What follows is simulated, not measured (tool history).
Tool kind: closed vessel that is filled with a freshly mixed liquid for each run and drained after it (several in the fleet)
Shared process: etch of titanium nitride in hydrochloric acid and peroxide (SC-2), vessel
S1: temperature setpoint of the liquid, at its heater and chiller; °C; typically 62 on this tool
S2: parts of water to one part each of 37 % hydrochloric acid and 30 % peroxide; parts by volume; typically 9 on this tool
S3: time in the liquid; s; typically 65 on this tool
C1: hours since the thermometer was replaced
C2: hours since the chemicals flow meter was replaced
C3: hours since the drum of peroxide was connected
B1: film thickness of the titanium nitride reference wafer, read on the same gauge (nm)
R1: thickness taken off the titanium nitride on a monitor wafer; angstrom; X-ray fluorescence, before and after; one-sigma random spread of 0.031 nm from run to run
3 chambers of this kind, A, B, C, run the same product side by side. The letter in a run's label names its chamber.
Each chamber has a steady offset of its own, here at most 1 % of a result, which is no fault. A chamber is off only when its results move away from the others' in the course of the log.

run,day,S1,S2,S3,C1,C2,C3,B1,R1
1B,0.446,62,9,65,2127.4,124.7,234.3,80.03,48.015
2A,0.771,62,9,65,555.9,71.2,122.6,79.999,48.054
3C,1.125,62,9,65,278.9,115.2,741.8,80.023,47.672
4C,1.542,62,9,65,288.9,125.2,751.8,80.021,48.195
5A,1.95,62,9,65,584.2,99.5,150.9,79.989,48.529
6B,2.354,62,9,65,2173.2,170.5,280.1,79.994,48.251
7B,2.717,62,9,65,2181.9,179.2,288.8,80.011,47.659
# day 2.817: chamber C: new drum of peroxide connected
8A,2.992,62,9,65,609.2,124.5,175.9,80.006,48.299
9C,3.267,62,9,65,330.3,166.6,10.8,79.978,48.405
10A,3.7,62,9,65,626.2,141.5,192.9,80.022,48.248
11B,4.025,70,9,100,2213.3,210.6,320.2,80.035,119.45
12C,4.433,70,9,100,358.3,194.6,38.8,80.024,121.27
13A,4.796,70,9,100,652.5,167.8,219.2,79.987,119.39
14C,5.262,62,9,65,378.2,214.5,58.7,80.025,47.967
15B,5.688,62,9,65,2253.2,250.5,360.1,79.982,47.917
16C,5.962,62,9,65,395,231.3,75.5,79.985,47.729
17A,6.279,62,6,65,688.1,203.4,254.8,80.005,66.093
18B,6.6,62,6,65,2275.1,272.4,382,79.985,65.764
19C,6.892,62,6,65,417.3,253.6,97.8,80.004,65.002
20B,7.129,62,9,65,2287.8,285.1,394.7,79.997,47.932
21A,7.5,62,9,65,717.4,232.7,284.1,79.979,48.441
22B,7.958,62,9,65,2307.7,305,414.6,80.003,48.015
23C,8.196,62,7.5,65,448.6,284.9,129.1,80.023,55.511
24A,8.575,62,7.5,65,743.2,258.5,309.9,80.007,55.402
25A,8.988,62,7.5,65,753.1,268.4,319.8,80.008,55.783
26C,9.321,62,9,65,475.6,311.9,156.1,79.956,47.335
27B,9.779,62,9,65,2351.4,348.7,458.3,80.019,48.289
28B,10.112,62,9,65,2359.4,356.7,466.3,80.002,47.479
29A,10.412,62,9,65,787.3,302.6,354,80.02,49.092
30C,10.842,62,9,65,512.1,348.4,192.6,79.995,47.614
31C,11.192,62,9,65,520.5,356.8,201,80.039,47.571
32A,11.492,62,9,65,813.2,328.5,379.9,80.017,48.676
33B,11.812,62,9,65,2400.2,397.5,507.1,79.981,48.194
34C,12.279,62,9,65,546.6,382.9,227.1,80.039,47.738
35B,12.708,62,9,65,2421.7,419,528.6,80.019,47.568
36A,13.083,62,9,65,851.4,366.7,418.1,79.959,48.501
37C,13.288,62,9,65,570.8,407.1,251.3,79.973,48.39
38B,13.671,62,9,65,2444.8,442.1,551.7,79.993,47.619

Each of the 3 chambers runs these same settings next. Fill in every chamber's results:
39A,14.008,71,9,65,,,,,?
39B,14.008,71,9,65,,,,,?
39C,14.008,71,9,65,,,,,?

run,R1
39A,81.531
39B,81.066
39C,82.666

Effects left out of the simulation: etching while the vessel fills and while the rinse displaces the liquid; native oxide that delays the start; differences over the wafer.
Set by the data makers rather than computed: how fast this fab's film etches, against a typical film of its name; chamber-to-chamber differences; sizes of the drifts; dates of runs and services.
